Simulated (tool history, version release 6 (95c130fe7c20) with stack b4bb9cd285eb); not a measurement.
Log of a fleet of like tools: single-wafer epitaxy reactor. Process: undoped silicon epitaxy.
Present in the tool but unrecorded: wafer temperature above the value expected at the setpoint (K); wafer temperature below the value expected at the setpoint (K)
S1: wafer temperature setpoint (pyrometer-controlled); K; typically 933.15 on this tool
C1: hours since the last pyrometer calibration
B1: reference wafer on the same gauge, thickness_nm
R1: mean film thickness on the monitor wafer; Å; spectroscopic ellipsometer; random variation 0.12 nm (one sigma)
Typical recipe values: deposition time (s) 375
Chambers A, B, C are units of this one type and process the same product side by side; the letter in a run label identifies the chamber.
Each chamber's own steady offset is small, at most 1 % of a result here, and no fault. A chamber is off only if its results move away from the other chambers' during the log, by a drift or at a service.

{"run": "1B", "hour": 8.2, "S1": 933.15, "deposition time (s)": 375, "C1": 465.3, "B1": 65.011, "R1": 785.82}
{"run": "2A", "hour": 17.5, "S1": 933.15, "deposition time (s)": 375, "C1": 2360.1, "B1": 65.024, "R1": 777.96}
{"run": "3C", "hour": 26.1, "S1": 933.15, "deposition time (s)": 375, "C1": 1509.2, "B1": 65.042, "R1": 772.9}
{"run": "4C", "hour": 34.5, "S1": 933.15, "deposition time (s)": 375, "C1": 1517.6, "B1": 65.063, "R1": 775.34}
{"run": "5A", "hour": 43.3, "S1": 933.15, "deposition time (s)": 375, "C1": 2385.9, "B1": 65.066, "R1": 779.22}
{"run": "6B", "hour": 52.9, "S1": 933.15, "deposition time (s)": 375, "C1": 510, "B1": 65.09, "R1": 786.66}
{"run": "7C", "hour": 61.5, "S1": 933.15, "deposition time (s)": 375, "C1": 1544.6, "B1": 65.122, "R1": 776.97}
{"run": "8B", "hour": 69.9, "S1": 933.15, "deposition time (s)": 375, "C1": 527, "B1": 65.121, "R1": 785.76}
{"run": "9A", "hour": 74.5, "S1": 933.15, "deposition time (s)": 375, "C1": 2417.1, "B1": 65.139, "R1": 779.45}
{"run": "10C", "hour": 84.8, "S1": 933.15, "deposition time (s)": 375, "C1": 1567.9, "B1": 65.148, "R1": 777.99}
{"run": "11B", "hour": 90.7, "S1": 933.15, "deposition time (s)": 400, "C1": 547.8, "B1": 65.18, "R1": 840.16}
{"run": "12A", "hour": 96.8, "S1": 933.15, "deposition time (s)": 400, "C1": 2439.4, "B1": 65.158, "R1": 832.63}
{"run": "13B", "hour": 106.4, "S1": 933.15, "deposition time (s)": 400, "C1": 563.5, "B1": 65.182, "R1": 839.41}
{"run": "14C", "hour": 115.2, "S1": 933.15, "deposition time (s)": 375, "C1": 1598.3, "B1": 65.201, "R1": 777.2}
{"run": "15A", "hour": 121.0, "S1": 933.15, "deposition time (s)": 375, "C1": 2463.6, "B1": 65.232, "R1": 779.32}
{"run": "16A", "hour": 129.6, "S1": 933.15, "deposition time (s)": 375, "C1": 2472.2, "B1": 65.242, "R1": 779.31}
{"run": "17B", "hour": 135.4, "S1": 933.15, "deposition time (s)": 448, "C1": 592.5, "B1": 65.229, "R1": 941.96}
{"run": "18C", "hour": 140.3, "S1": 933.15, "deposition time (s)": 448, "C1": 1623.4, "B1": 65.25, "R1": 927.1}
{"run": "19C", "hour": 146.4, "S1": 933.15, "deposition time (s)": 448, "C1": 1629.5, "B1": 65.233, "R1": 929.08}
{"run": "20A", "hour": 152.7, "S1": 938.15, "deposition time (s)": 375, "C1": 2495.3, "B1": 65.3, "R1": 866.76}
{"run": "21B", "hour": 159.4, "S1": 938.15, "deposition time (s)": 375, "C1": 616.5, "B1": 65.284, "R1": 874.03}
{"run": "22B", "hour": 169.3, "S1": 938.15, "deposition time (s)": 375, "C1": 626.4, "B1": 65.299, "R1": 874.75}
{"run": "23A", "hour": 175.7, "S1": 933.15, "deposition time (s)": 375, "C1": 2518.3, "B1": 65.335, "R1": 781.49}
{"run": "24C", "hour": 183.3, "S1": 923.15, "deposition time (s)": 375, "C1": 1666.4, "B1": 65.323, "R1": 629.69}
{"run": "25B", "hour": 192.6, "S1": 923.15, "deposition time (s)": 375, "C1": 649.7, "B1": 65.366, "R1": 637.93}
{"run": "26A", "hour": 199.6, "S1": 923.15, "deposition time (s)": 375, "C1": 2542.2, "B1": 65.362, "R1": 631.01}
{"run": "27C", "hour": 206.5, "S1": 933.15, "deposition time (s)": 375, "C1": 1689.6, "B1": 65.353, "R1": 779.34}
{"run": "28C", "hour": 212.6, "S1": 933.15, "deposition time (s)": 375, "C1": 1695.7, "B1": 65.387, "R1": 779.53}
{"run": "29A", "hour": 221.0, "S1": 933.15, "deposition time (s)": 375, "C1": 2563.6, "B1": 65.399, "R1": 780.76}
{"run": "30B", "hour": 229.5, "S1": 947.15, "deposition time (s)": 375, "C1": 686.6, "B1": 65.406, "R1": 1055.2}

Predict what each chamber gives when all 3 of them run the settings below next.
{"run": "31A", "hour": 237.1, "S1": 933.15, "deposition time (s)": 375, "R1": "?"}
{"run": "31B", "hour": 237.1, "S1": 933.15, "deposition time (s)": 375, "R1": "?"}
{"run": "31C", "hour": 237.1, "S1": 933.15, "deposition time (s)": 375, "R1": "?"}

run=31A R1=781.65
run=31B R1=791.18
run=31C R1=779.24
